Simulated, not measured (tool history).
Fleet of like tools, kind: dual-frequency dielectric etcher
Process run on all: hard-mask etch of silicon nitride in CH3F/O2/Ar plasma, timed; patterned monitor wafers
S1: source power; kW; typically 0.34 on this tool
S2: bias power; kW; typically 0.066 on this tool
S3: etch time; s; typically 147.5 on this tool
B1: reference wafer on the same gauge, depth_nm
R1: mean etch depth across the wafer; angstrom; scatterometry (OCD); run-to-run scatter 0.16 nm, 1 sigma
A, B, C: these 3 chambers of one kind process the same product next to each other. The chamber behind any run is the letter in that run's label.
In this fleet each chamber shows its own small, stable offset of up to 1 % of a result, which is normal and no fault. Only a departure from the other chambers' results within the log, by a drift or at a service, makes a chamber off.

{"run": "1C", "day": 0.375, "S1": 0.34, "S2": 0.066, "S3": 147.5, "B1": 96.415, "R1": 946.36}
{"run": "2A", "day": 0.954, "S1": 0.34, "S2": 0.066, "S3": 147.5, "B1": 96.432, "R1": 940}
{"day": 1.192, "done": "chamber B: source power generator calibrated"}
{"run": "3B", "day": 1.304, "S1": 0.34, "S2": 0.066, "S3": 147.5, "B1": 96.465, "R1": 940.98}
{"day": 1.725, "done": "chamber A: wet clean of the chamber"}
{"run": "4C", "day": 1.938, "S1": 0.34, "S2": 0.066, "S3": 147.5, "B1": 96.482, "R1": 946.67}
{"run": "5B", "day": 2.496, "S1": 0.34, "S2": 0.066, "S3": 147.5, "B1": 96.491, "R1": 938.16}
{"day": 2.867, "done": "chamber C: wet clean of the chamber"}
{"run": "6A", "day": 3.146, "S1": 0.34, "S2": 0.066, "S3": 147.5, "B1": 96.56, "R1": 935.07}
{"run": "7A", "day": 3.792, "S1": 0.34, "S2": 0.066, "S3": 147.5, "B1": 96.592, "R1": 939.84}
{"run": "8C", "day": 4.117, "S1": 0.34, "S2": 0.066, "S3": 147.5, "B1": 96.584, "R1": 949.2}
{"run": "9B", "day": 4.488, "S1": 0.34, "S2": 0.066, "S3": 147.5, "B1": 96.616, "R1": 941.17}
{"run": "10A", "day": 4.975, "S1": 0.37, "S2": 0.066, "S3": 147.5, "B1": 96.653, "R1": 969.05}
{"run": "11B", "day": 5.433, "S1": 0.37, "S2": 0.066, "S3": 147.5, "B1": 96.609, "R1": 970.14}
{"run": "12C", "day": 5.992, "S1": 0.37, "S2": 0.066, "S3": 147.5, "B1": 96.667, "R1": 982.39}
{"run": "13B", "day": 6.596, "S1": 0.34, "S2": 0.066, "S3": 147.5, "B1": 96.714, "R1": 938.84}
{"run": "14A", "day": 7.242, "S1": 0.34, "S2": 0.066, "S3": 147.5, "B1": 96.791, "R1": 939.89}
{"run": "15C", "day": 7.892, "S1": 0.34, "S2": 0.076, "S3": 147.5, "B1": 96.805, "R1": 994.25}
{"run": "16A", "day": 8.233, "S1": 0.34, "S2": 0.076, "S3": 147.5, "B1": 96.809, "R1": 987.9}
{"run": "17C", "day": 8.738, "S1": 0.34, "S2": 0.076, "S3": 147.5, "B1": 96.813, "R1": 999.76}
{"run": "18B", "day": 9.167, "S1": 0.34, "S2": 0.066, "S3": 181.5, "B1": 96.856, "R1": 1158.9}
{"run": "19B", "day": 9.638, "S1": 0.34, "S2": 0.066, "S3": 181.5, "B1": 96.883, "R1": 1160.1}
{"run": "20A", "day": 10.021, "S1": 0.34, "S2": 0.066, "S3": 181.5, "B1": 96.878, "R1": 1155.4}
{"run": "21C", "day": 10.621, "S1": 0.34, "S2": 0.066, "S3": 147.5, "B1": 96.906, "R1": 955.28}
{"run": "22B", "day": 11.267, "S1": 0.34, "S2": 0.066, "S3": 147.5, "B1": 96.959, "R1": 940.21}
{"run": "23A", "day": 11.792, "S1": 0.34, "S2": 0.066, "S3": 147.5, "B1": 96.977, "R1": 940.46}
{"run": "24C", "day": 12.417, "S1": 0.34, "S2": 0.066, "S3": 147.5, "B1": 97.011, "R1": 950.26}
{"run": "25C", "day": 12.925, "S1": 0.27, "S2": 0.057, "S3": 147.5, "B1": 96.993, "R1": 827.12}
{"run": "26B", "day": 13.254, "S1": 0.27, "S2": 0.057, "S3": 147.5, "B1": 97.022, "R1": 823.36}

The same settings go to every chamber for the next run, one line per chamber below. Forecast the results for each:
{"run": "27A", "day": 13.725, "S1": 0.34, "S2": 0.066, "S3": 182.5, "R1": "?"}
{"run": "27B", "day": 13.725, "S1": 0.34, "S2": 0.066, "S3": 182.5, "R1": "?"}
{"run": "27C", "day": 13.725, "S1": 0.34, "S2": 0.066, "S3": 182.5, "R1": "?"}

run=27A R1=1166.2
run=27B R1=1170.6
run=27C R1=1177.9
